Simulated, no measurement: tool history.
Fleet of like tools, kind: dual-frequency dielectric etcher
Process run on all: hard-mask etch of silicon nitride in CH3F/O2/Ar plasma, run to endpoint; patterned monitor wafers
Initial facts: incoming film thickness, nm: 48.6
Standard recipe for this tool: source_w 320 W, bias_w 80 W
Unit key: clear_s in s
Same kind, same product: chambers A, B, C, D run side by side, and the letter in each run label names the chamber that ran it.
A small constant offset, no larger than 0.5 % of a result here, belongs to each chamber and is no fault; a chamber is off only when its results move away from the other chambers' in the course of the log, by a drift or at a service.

| run | hour | source_w | bias_w | hours since the last wet clean | hours since the last source power generator calibration | hours since the last bias power generator calibration | clear_s |
|---|---|---|---|---|---|---|---|
| 1A | 8.9 | 320 | 80 | 434.1 | 1179.2 | 1629.3 | 73.427 |
| 2B | 16.7 | 320 | 80 | 206.5 | 1383.1 | 2838.1 | 73.017 |
| 3D | 23.2 | 320 | 80 | 483.4 | 2290.7 | 646.3 | 73.800 |
| 4C | 29.1 | 320 | 80 | 421.6 | 1803.0 | 1180.6 | 73.715 |
| 5D | 38.4 | 320 | 80 | 498.6 | 2305.9 | 661.5 | 74.120 |
| 6C | 44.7 | 320 | 80 | 437.2 | 1818.6 | 1196.2 | 73.753 |
| 7A | 53.8 | 320 | 80 | 479.0 | 1224.1 | 1674.2 | 73.108 |
| 8B | 60.3 | 320 | 80 | 250.1 | 1426.7 | 2881.7 | 73.863 |
|  | 64.9 | chamber D: wet clean of the chamber |
| 9C | 69.1 | 320 | 87 | 461.6 | 1843.0 | 1220.6 | 71.479 |
| 10D | 75.9 | 320 | 87 | 11.0 | 2343.4 | 699.0 | 71.695 |
|  | 77.5 | chamber A: wet clean of the chamber |
| 11B | 83.4 | 320 | 87 | 273.2 | 1449.8 | 2904.8 | 71.385 |
| 12A | 92.1 | 320 | 87 | 14.6 | 1262.4 | 1712.5 | 71.404 |
|  | 94.5 | chamber C: wet clean of the chamber |
| 13D | 100.6 | 320 | 80 | 35.7 | 2368.1 | 723.7 | 74.307 |
| 14A | 105.1 | 320 | 80 | 27.6 | 1275.4 | 1725.5 | 73.953 |
| 15C | 112.9 | 260 | 94 | 18.4 | 1886.8 | 1264.4 | 72.146 |
| 16B | 117.6 | 260 | 94 | 307.4 | 1484.0 | 2939.0 | 73.875 |
| 17B | 121.8 | 260 | 94 | 311.6 | 1488.2 | 2943.2 | 74.699 |
| 18D | 127.3 | 260 | 94 | 62.4 | 2394.8 | 750.4 | 74.258 |
| 19C | 134.9 | 320 | 80 | 40.4 | 1908.8 | 1286.4 | 71.059 |
| 20A | 140.1 | 320 | 63 | 62.6 | 1310.4 | 1760.5 | 80.025 |
| 21A | 149.6 | 320 | 63 | 72.1 | 1319.9 | 1770.0 | 79.550 |
| 22B | 156.2 | 320 | 63 | 346.0 | 1522.6 | 2977.6 | 79.759 |
| 23D | 161.4 | 320 | 63 | 96.5 | 2428.9 | 784.5 | 79.828 |
| 24C | 168.2 | 320 | 80 | 73.7 | 1942.1 | 1319.7 | 71.594 |
| 25D | 175.1 | 320 | 80 | 110.2 | 2442.6 | 798.2 | 73.666 |
| 26C | 182.6 | 320 | 80 | 88.1 | 1956.5 | 1334.1 | 71.174 |
| 27B | 187.3 | 320 | 80 | 377.1 | 1553.7 | 3008.7 | 72.677 |
| 28A | 194.2 | 260 | 68 | 116.7 | 1364.5 | 1814.6 | 83.840 |
| 29B | 203.7 | 260 | 68 | 393.5 | 1570.1 | 3025.1 | 83.796 |

What goes on in this fleet: one chamber off, a drifting gauge, or nothing beyond the chambers' own small offsets? Name the chamber and the cause, if any.

A service left chamber C off against the others.
Most likely cause: etch rate over this chamber's usual, % = 3.27.

Which of the 4 candidates below, each the usual settings with something changed and its results left as question marks, puts chamber C back in line with what the other chambers give on the usual settings?
Allowed miss from the other chambers' usual-settings mean, per result, to count as in line: clear_s 1.600 s
| 30C-1 | 210.6 | 310 | 77 |  |  |  | ? |
| 30C-2 | 210.6 | 290 | 73 |  |  |  | ? |
| 30C-3 | 210.6 | 320 | 87 |  |  |  | ? |
| 30C-4 | 210.6 | 350 | 87 |  |  |  | ? |

Mean of the other chambers on the usual settings: clear_s 73.513 s
| run | clear_s |
|---|---|
| 30C-1 | 72.895 |
| 30C-2 | 76.162 |
| 30C-3 | 68.953 |
| 30C-4 | 66.692 |
Change 30C-1 lands the chamber within the allowed miss of the other chambers.
